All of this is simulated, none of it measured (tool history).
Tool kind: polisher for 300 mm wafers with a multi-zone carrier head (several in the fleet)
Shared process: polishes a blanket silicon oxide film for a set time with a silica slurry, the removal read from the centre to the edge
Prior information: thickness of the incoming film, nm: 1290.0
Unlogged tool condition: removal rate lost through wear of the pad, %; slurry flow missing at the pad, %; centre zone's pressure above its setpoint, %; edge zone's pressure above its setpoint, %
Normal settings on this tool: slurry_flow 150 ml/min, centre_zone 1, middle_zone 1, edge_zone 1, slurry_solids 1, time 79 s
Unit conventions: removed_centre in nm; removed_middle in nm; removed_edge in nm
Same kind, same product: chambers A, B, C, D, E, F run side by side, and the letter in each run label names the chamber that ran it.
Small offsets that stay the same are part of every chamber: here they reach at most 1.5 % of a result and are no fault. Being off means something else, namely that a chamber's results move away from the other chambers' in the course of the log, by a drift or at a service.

run,hour,slurry_flow,centre_zone,middle_zone,edge_zone,slurry_solids,time,wafers polished on this pad,hours since the slurry nozzle was cleaned,hours since the centre zone pressure was calibrated,hours since the edge zone pressure was calibrated,removed_centre,removed_middle,removed_edge
# hour 7.4: chamber A: slurry nozzle cleaned
1C,11.2,150,1,1,1,1,79,402,264.6,159.1,361.5,132.68,131.26,129.71
# hour 13.3: chamber B: worn pad replaced by a new one
# hour 15.3: chamber B: edge zone pressure recalibrated
2E,18.4,150,1,1,1,1,79,1576,66,262.1,763,133.32,131.44,132.06
# hour 20: chamber E: worn pad replaced by a new one
3D,27.6,150,1,1,1,1,79,860,348,248.5,415,131.78,133.25,131.77
# hour 42.6: chamber F: worn pad replaced by a new one
4A,42.6,150,1,1,1,1,79,767,35.2,521.3,553.9,133.66,132.39,135.04
5B,51.2,150,1,1,1,1,79,424,261,316.9,35.9,131.4,132,131.84
# hour 55.6: chamber C: slurry nozzle cleaned
6F,61.8,150,1,1,1,1,79,215,500.4,333.8,222.5,132.45,130.08,133.61
# hour 62.3: chamber A: worn pad replaced by a new one
# hour 70.8: chamber C: worn pad replaced by a new one
7B,71.8,150,1.08,1,1,0.7,79,654,281.6,337.5,56.5,120.13,110.45,111.12
# hour 72.1: chamber D: worn pad replaced by a new one
8E,85.2,150,1.08,1,1,0.7,79,730,132.8,328.9,829.8,120.1,110.18,113.45
# hour 95.2: chamber B: worn pad replaced by a new one
9C,99.3,150,1.08,1,1,0.7,79,319,43.7,247.2,449.6,119.42,107.7,107.64
10F,109.1,150,1.08,1,1,0.7,79,744,547.7,381.1,269.8,120.24,109.51,112.44
# hour 110.9: chamber D: slurry nozzle cleaned
11A,122.3,150,1.08,1,1,0.7,79,671,114.9,601,633.6,120.04,110.73,109.53
12D,131.3,150,1.08,1,1,0.7,79,662,20.5,352.2,518.7,120.36,112.51,109.46
# hour 136.2: chamber F: worn pad replaced by a new one
# hour 137.1: chamber A: edge zone pressure recalibrated
# hour 139.4: chamber E: worn pad replaced by a new one
# hour 145.6: chamber C: worn pad replaced by a new one
13A,145.8,150,1,1,1,1,79,934,138.4,624.5,8.8,133.83,132.79,131.14
14F,161.4,150,1,1,1,1,79,283,600,433.4,322.1,132.32,131.76,132.15
# hour 163: chamber A: worn pad replaced by a new one
15E,171.7,150,1,1,1,1,79,362,219.3,415.4,916.3,131.99,132.08,133.48
16C,181.3,150,1,1,1,1,79,400,125.7,329.2,531.6,132.75,131.6,129.62
# hour 189.9: chamber B: worn pad replaced by a new one
17B,194.4,150,1,1,1,1,79,50,404.2,460.1,179.1,130.32,129.83,131.07
18D,202.2,150,1,1,1,1,79,1455,91.4,423.1,589.6,132.11,134.31,131.71
# hour 207: chamber D: worn pad replaced by a new one
19C,212.8,150,1,1,1,1,79,752,157.2,360.7,563.1,132.15,130.59,132.91
20D,222.6,150,1,1,1,1,79,174,111.8,443.5,610,131.39,133.66,130.61
# hour 226.7: chamber F: worn pad replaced by a new one
# hour 231: chamber B: centre zone pressure recalibrated
# hour 233.2: chamber C: worn pad replaced by a new one
21A,238.2,150,1,1,1,1,79,842,230.8,716.9,101.2,133.44,132.93,133.2
# hour 239: chamber C: centre zone pressure recalibrated
22E,245.7,150,1,1,1,1,79,1190,293.3,489.4,990.3,131.61,131.63,131.22
23F,259.2,150,1,1,1,1,79,364,697.8,531.2,419.9,131.75,131.9,131.28
# hour 265.3: chamber A: worn pad replaced by a new one
24B,266.6,150,1,1.06,1.09,1,79,858,476.4,35.6,251.3,130.76,140.88,138.41
# hour 275.6: chamber E: worn pad replaced by a new one
25F,281.9,150,1,1.06,1.09,1,79,618,720.5,553.9,442.6,132.88,137.84,139.96
26C,289.6,150,1,1.06,1.09,1,79,631,234,50.6,639.9,132.18,138.98,135.78
# hour 291.2: chamber B: worn pad replaced by a new one
27D,298.7,150,1,1.06,1.09,1,79,1026,187.9,519.6,686.1,132.23,139.19,137.26
# hour 299.6: chamber E: slurry nozzle cleaned
28B,306.2,150,1,1.06,1.09,1,79,168,516,75.2,290.9,130.86,137.59,137.77
# hour 313.7: chamber F: worn pad replaced by a new one
29E,314.6,150,1,1.06,1.09,1,79,436,15.1,558.3,1059.2,133.1,137.91,141.6
# hour 320.2: chamber C: worn pad replaced by a new one
30A,329.8,150,1,1,1.04,1,105,722,322.4,808.5,192.8,175.2,178.07,182.26
# hour 332.5: chamber D: worn pad replaced by a new one
31D,340.5,150,1,1,1.04,1,105,90,229.7,561.4,727.9,174.6,176.73,182.56
32E,352.1,150,1,1,1.04,1,105,856,52.6,595.8,1096.7,177.02,175.89,186.02
# hour 360: chamber A: worn pad replaced by a new one
33F,364.1,150,1,1,1.04,1,105,564,802.7,636.1,524.8,173.25,173.92,182.47
34B,377.4,150,1,1,1.04,1,105,965,587.2,146.4,362.1,177.42,174.45,177.8
# hour 379: chamber C: slurry nozzle cleaned
35A,384.4,150,1,1,1.04,1,105,273,377,863.1,247.4,175.83,177.1,179
# hour 389.6: chamber A: centre zone pressure recalibrated
36C,396.7,150,1,1,1,1,79,856,17.8,157.7,747,132.34,130.45,132.83
37A,412.2,150,1,1,1,1,79,584,404.8,22.6,275.2,134.38,132.25,130.71

For the next run the whole fleet of 6 chambers uses the same settings. Give each chamber's results:
38A,423.7,150,1,1,1,1,79,,,,,?,?,?
38B,423.7,150,1,1,1,1,79,,,,,?,?,?
38C,423.7,150,1,1,1,1,79,,,,,?,?,?
38D,423.7,150,1,1,1,1,79,,,,,?,?,?
38E,423.7,150,1,1,1,1,79,,,,,?,?,?
38F,423.7,150,1,1,1,1,79,,,,,?,?,?

run,removed_centre,removed_middle,removed_edge
38A,134.54,132.77,133.22
38B,132.12,131.78,132.41
38C,131.02,131.94,132.09
38D,130.2,132.43,133.5
38E,131.58,131.41,132.78
38F,132.39,131.64,133.09
